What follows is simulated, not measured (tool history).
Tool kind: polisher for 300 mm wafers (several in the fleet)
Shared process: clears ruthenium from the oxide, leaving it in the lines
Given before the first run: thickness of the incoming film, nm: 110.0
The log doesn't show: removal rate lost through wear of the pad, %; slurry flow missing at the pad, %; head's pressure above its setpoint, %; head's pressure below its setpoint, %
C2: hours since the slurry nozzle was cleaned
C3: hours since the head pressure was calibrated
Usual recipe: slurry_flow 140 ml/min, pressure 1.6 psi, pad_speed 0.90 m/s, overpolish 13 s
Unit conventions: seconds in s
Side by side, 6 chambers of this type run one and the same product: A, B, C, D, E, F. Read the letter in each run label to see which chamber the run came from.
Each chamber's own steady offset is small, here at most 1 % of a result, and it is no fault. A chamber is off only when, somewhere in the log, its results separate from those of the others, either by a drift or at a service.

{"hour": 10.3, "done": "chamber F: head pressure recalibrated"}
{"run": "1C", "hour": 10.4, "slurry_flow": 140, "pressure": 1.6, "pad_speed": 0.9, "overpolish": 13, "wafers polished on this pad": 267, "C2": 190.4, "C3": 531.7, "seconds": 118.41}
{"run": "2B", "hour": 18.4, "slurry_flow": 140, "pressure": 1.6, "pad_speed": 0.9, "overpolish": 13, "wafers polished on this pad": 442, "C2": 278.7, "C3": 357.7, "seconds": 120.88}
{"run": "3D", "hour": 25.2, "slurry_flow": 140, "pressure": 1.6, "pad_speed": 0.9, "overpolish": 13, "wafers polished on this pad": 320, "C2": 312.6, "C3": 211.1, "seconds": 116.47}
{"run": "4E", "hour": 30.3, "slurry_flow": 140, "pressure": 1.6, "pad_speed": 0.9, "overpolish": 13, "wafers polished on this pad": 903, "C2": 257.2, "C3": 282.2, "seconds": 118.73}
{"hour": 30.7, "done": "chamber A: worn pad replaced by a new one"}
{"hour": 31.1, "done": "chamber A: head pressure recalibrated"}
{"hour": 38.8, "done": "chamber B: worn pad replaced by a new one"}
{"run": "5F", "hour": 40.0, "slurry_flow": 140, "pressure": 1.6, "pad_speed": 0.9, "overpolish": 13, "wafers polished on this pad": 433, "C2": 251.7, "C3": 29.8, "seconds": 120.02}
{"run": "6A", "hour": 48.0, "slurry_flow": 140, "pressure": 1.6, "pad_speed": 0.9, "overpolish": 13, "wafers polished on this pad": 173, "C2": 211.2, "C3": 17.0, "seconds": 118.31}
{"run": "7E", "hour": 58.0, "slurry_flow": 140, "pressure": 1.6, "pad_speed": 0.9, "overpolish": 13, "wafers polished on this pad": 1180, "C2": 284.9, "C3": 309.9, "seconds": 116.64}
{"run": "8C", "hour": 67.5, "slurry_flow": 140, "pressure": 1.6, "pad_speed": 0.9, "overpolish": 13, "wafers polished on this pad": 839, "C2": 247.5, "C3": 588.8, "seconds": 120.57}
{"hour": 71.6, "done": "chamber D: worn pad replaced by a new one"}
{"hour": 76.2, "done": "chamber C: worn pad replaced by a new one"}
{"run": "9B", "hour": 76.8, "slurry_flow": 140, "pressure": 1.6, "pad_speed": 0.9, "overpolish": 13, "wafers polished on this pad": 380, "C2": 337.1, "C3": 416.1, "seconds": 119.96}
{"hour": 83.2, "done": "chamber B: slurry nozzle cleaned"}
{"run": "10D", "hour": 85.9, "slurry_flow": 140, "pressure": 1.6, "pad_speed": 0.9, "overpolish": 13, "wafers polished on this pad": 144, "C2": 373.3, "C3": 271.8, "seconds": 120.76}
{"hour": 87.2, "done": "chamber C: slurry nozzle cleaned"}
{"hour": 89.0, "done": "chamber A: worn pad replaced by a new one"}
{"run": "11A", "hour": 90.9, "slurry_flow": 140, "pressure": 1.6, "pad_speed": 0.9, "overpolish": 13, "wafers polished on this pad": 19, "C2": 254.1, "C3": 59.9, "seconds": 117.8}
{"hour": 96.3, "done": "chamber F: worn pad replaced by a new one"}
{"run": "12F", "hour": 99.1, "slurry_flow": 140, "pressure": 1.6, "pad_speed": 0.9, "overpolish": 13, "wafers polished on this pad": 28, "C2": 310.8, "C3": 88.9, "seconds": 119.81}
{"hour": 99.9, "done": "chamber E: worn pad replaced by a new one"}
{"run": "13F", "hour": 106.2, "slurry_flow": 140, "pressure": 1.6, "pad_speed": 0.9, "overpolish": 13, "wafers polished on this pad": 99, "C2": 317.9, "C3": 96.0, "seconds": 118.3}
{"hour": 112.1, "done": "chamber B: worn pad replaced by a new one"}
{"run": "14B", "hour": 113.1, "slurry_flow": 140, "pressure": 1.6, "pad_speed": 0.9, "overpolish": 13, "wafers polished on this pad": 10, "C2": 30.0, "C3": 452.4, "seconds": 118.96}
{"run": "15A", "hour": 119.6, "slurry_flow": 140, "pressure": 1.6, "pad_speed": 0.74, "overpolish": 13, "wafers polished on this pad": 306, "C2": 282.8, "C3": 88.6, "seconds": 143.87}
{"run": "16C", "hour": 128.0, "slurry_flow": 140, "pressure": 1.6, "pad_speed": 0.74, "overpolish": 13, "wafers polished on this pad": 519, "C2": 40.9, "C3": 649.3, "seconds": 141.01}
{"run": "17D", "hour": 138.3, "slurry_flow": 140, "pressure": 1.6, "pad_speed": 0.74, "overpolish": 13, "wafers polished on this pad": 668, "C2": 425.7, "C3": 324.2, "seconds": 144.0}
{"run": "18E", "hour": 145.1, "slurry_flow": 140, "pressure": 1.6, "pad_speed": 0.74, "overpolish": 13, "wafers polished on this pad": 452, "C2": 372.0, "C3": 397.0, "seconds": 140.73}
{"hour": 152.2, "done": "chamber D: worn pad replaced by a new one"}
{"run": "19E", "hour": 152.6, "slurry_flow": 140, "pressure": 1.6, "pad_speed": 0.74, "overpolish": 13, "wafers polished on this pad": 527, "C2": 379.5, "C3": 404.5, "seconds": 144.43}
{"hour": 156.1, "done": "chamber A: worn pad replaced by a new one"}
{"run": "20F", "hour": 161.2, "slurry_flow": 140, "pressure": 1.6, "pad_speed": 0.74, "overpolish": 13, "wafers polished on this pad": 649, "C2": 372.9, "C3": 151.0, "seconds": 143.06}
{"run": "21D", "hour": 165.8, "slurry_flow": 140, "pressure": 2.1, "pad_speed": 0.9, "overpolish": 17, "wafers polished on this pad": 136, "C2": 453.2, "C3": 351.7, "seconds": 91.161}
{"hour": 166.7, "done": "chamber E: head pressure recalibrated"}
{"run": "22B", "hour": 175.6, "slurry_flow": 140, "pressure": 2.1, "pad_speed": 0.9, "overpolish": 17, "wafers polished on this pad": 636, "C2": 92.5, "C3": 514.9, "seconds": 94.491}
{"run": "23C", "hour": 182.4, "slurry_flow": 140, "pressure": 2.1, "pad_speed": 0.9, "overpolish": 17, "wafers polished on this pad": 1064, "C2": 95.3, "C3": 703.7, "seconds": 89.598}
{"hour": 183.2, "done": "chamber B: worn pad replaced by a new one"}
{"hour": 187.2, "done": "chamber C: worn pad replaced by a new one"}
{"run": "24A", "hour": 191.1, "slurry_flow": 140, "pressure": 2.1, "pad_speed": 0.9, "overpolish": 17, "wafers polished on this pad": 350, "C2": 354.3, "C3": 160.1, "seconds": 92.011}
{"hour": 197.8, "done": "chamber F: worn pad replaced by a new one"}
{"run": "25A", "hour": 201.4, "slurry_flow": 140, "pressure": 2.1, "pad_speed": 0.9, "overpolish": 17, "wafers polished on this pad": 453, "C2": 364.6, "C3": 170.4, "seconds": 89.548}
{"run": "26D", "hour": 208.6, "slurry_flow": 140, "pressure": 2.1, "pad_speed": 0.9, "overpolish": 17, "wafers polished on this pad": 565, "C2": 496.0, "C3": 394.5, "seconds": 89.29}
{"run": "27F", "hour": 217.1, "slurry_flow": 140, "pressure": 1.6, "pad_speed": 0.9, "overpolish": 13, "wafers polished on this pad": 193, "C2": 428.8, "C3": 206.9, "seconds": 119.76}
{"run": "28E", "hour": 225.1, "slurry_flow": 140, "pressure": 1.6, "pad_speed": 0.9, "overpolish": 13, "wafers polished on this pad": 1253, "C2": 452.0, "C3": 58.5, "seconds": 117.9}
{"hour": 227.4, "done": "chamber A: slurry nozzle cleaned"}
{"hour": 230.8, "done": "chamber A: worn pad replaced by a new one"}
{"run": "29C", "hour": 235.4, "slurry_flow": 140, "pressure": 1.6, "pad_speed": 0.64, "overpolish": 17, "wafers polished on this pad": 483, "C2": 148.3, "C3": 756.7, "seconds": 164.89}
{"hour": 240.6, "done": "chamber D: worn pad replaced by a new one"}
{"run": "30B", "hour": 241.1, "slurry_flow": 140, "pressure": 1.6, "pad_speed": 0.64, "overpolish": 17, "wafers polished on this pad": 580, "C2": 158.0, "C3": 580.4, "seconds": 178.73}
{"run": "31A", "hour": 247.4, "slurry_flow": 140, "pressure": 1.6, "pad_speed": 0.64, "overpolish": 17, "wafers polished on this pad": 166, "C2": 20.0, "C3": 216.4, "seconds": 165.86}
{"hour": 255.3, "done": "chamber E: worn pad replaced by a new one"}
{"run": "32B", "hour": 256.7, "slurry_flow": 140, "pressure": 1.6, "pad_speed": 0.64, "overpolish": 17, "wafers polished on this pad": 736, "C2": 173.6, "C3": 596.0, "seconds": 182.03}
{"hour": 258.7, "done": "chamber B: worn pad replaced by a new one"}
{"run": "33C", "hour": 263.3, "slurry_flow": 140, "pressure": 1.6, "pad_speed": 0.64, "overpolish": 17, "wafers polished on this pad": 762, "C2": 176.2, "C3": 784.6, "seconds": 165.61}
{"run": "34F", "hour": 270.8, "slurry_flow": 140, "pressure": 1.6, "pad_speed": 0.64, "overpolish": 17, "wafers polished on this pad": 730, "C2": 482.5, "C3": 260.6, "seconds": 167.04}
{"run": "35D", "hour": 275.6, "slurry_flow": 140, "pressure": 1.6, "pad_speed": 0.9, "overpolish": 13, "wafers polished on this pad": 350, "C2": 563.0, "C3": 461.5, "seconds": 118.49}
{"run": "36E", "hour": 280.8, "slurry_flow": 140, "pressure": 1.6, "pad_speed": 0.9, "overpolish": 13, "wafers polished on this pad": 255, "C2": 507.7, "C3": 114.2, "seconds": 116.95}
{"hour": 281.2, "done": "chamber F: head pressure recalibrated"}
{"run": "37A", "hour": 286.5, "slurry_flow": 140, "pressure": 1.6, "pad_speed": 0.9, "overpolish": 13, "wafers polished on this pad": 557, "C2": 59.1, "C3": 255.5, "seconds": 115.84}
{"run": "38B", "hour": 294.0, "slurry_flow": 140, "pressure": 1.6, "pad_speed": 0.9, "overpolish": 13, "wafers polished on this pad": 353, "C2": 210.9, "C3": 633.3, "seconds": 129.14}
{"hour": 296.2, "done": "chamber C: worn pad replaced by a new one"}
{"run": "39D", "hour": 303.1, "slurry_flow": 140, "pressure": 1.6, "pad_speed": 0.9, "overpolish": 13, "wafers polished on this pad": 625, "C2": 590.5, "C3": 489.0, "seconds": 118.26}
{"hour": 307.0, "done": "chamber F: worn pad replaced by a new one"}
{"run": "40C", "hour": 309.3, "slurry_flow": 140, "pressure": 1.6, "pad_speed": 0.9, "overpolish": 13, "wafers polished on this pad": 131, "C2": 222.2, "C3": 830.6, "seconds": 119.72}
{"run": "41E", "hour": 316.5, "slurry_flow": 140, "pressure": 1.6, "pad_speed": 0.9, "overpolish": 13, "wafers polished on this pad": 613, "C2": 543.4, "C3": 149.9, "seconds": 119.77}
{"run": "42F", "hour": 324.3, "slurry_flow": 140, "pressure": 1.6, "pad_speed": 0.9, "overpolish": 13, "wafers polished on this pad": 173, "C2": 536.0, "C3": 43.2, "seconds": 117.98}
{"hour": 333.7, "done": "chamber F: slurry nozzle cleaned"}
{"run": "43D", "hour": 334.7, "slurry_flow": 140, "pressure": 1.6, "pad_speed": 0.9, "overpolish": 13, "wafers polished on this pad": 942, "C2": 622.1, "C3": 520.6, "seconds": 119.33}
{"run": "44F", "hour": 342.5, "slurry_flow": 140, "pressure": 1.6, "pad_speed": 0.9, "overpolish": 13, "wafers polished on this pad": 356, "C2": 8.8, "C3": 61.4, "seconds": 120.97}

Predict what each chamber gives when all 6 of them run the settings below next.
{"run": "45A", "hour": 350.1, "slurry_flow": 140, "pressure": 1.2, "pad_speed": 0.9, "overpolish": 13, "seconds": "?"}
{"run": "45B", "hour": 350.1, "slurry_flow": 140, "pressure": 1.2, "pad_speed": 0.9, "overpolish": 13, "seconds": "?"}
{"run": "45C", "hour": 350.1, "slurry_flow": 140, "pressure": 1.2, "pad_speed": 0.9, "overpolish": 13, "seconds": "?"}
{"run": "45D", "hour": 350.1, "slurry_flow": 140, "pressure": 1.2, "pad_speed": 0.9, "overpolish": 13, "seconds": "?"}
{"run": "45E", "hour": 350.1, "slurry_flow": 140, "pressure": 1.2, "pad_speed": 0.9, "overpolish": 13, "seconds": "?"}
{"run": "45F", "hour": 350.1, "slurry_flow": 140, "pressure": 1.2, "pad_speed": 0.9, "overpolish": 13, "seconds": "?"}

run=45A seconds=153.680
run=45B seconds=174.590
run=45C seconds=161.810
run=45D seconds=157.930
run=45E seconds=158.470
run=45F seconds=161.610
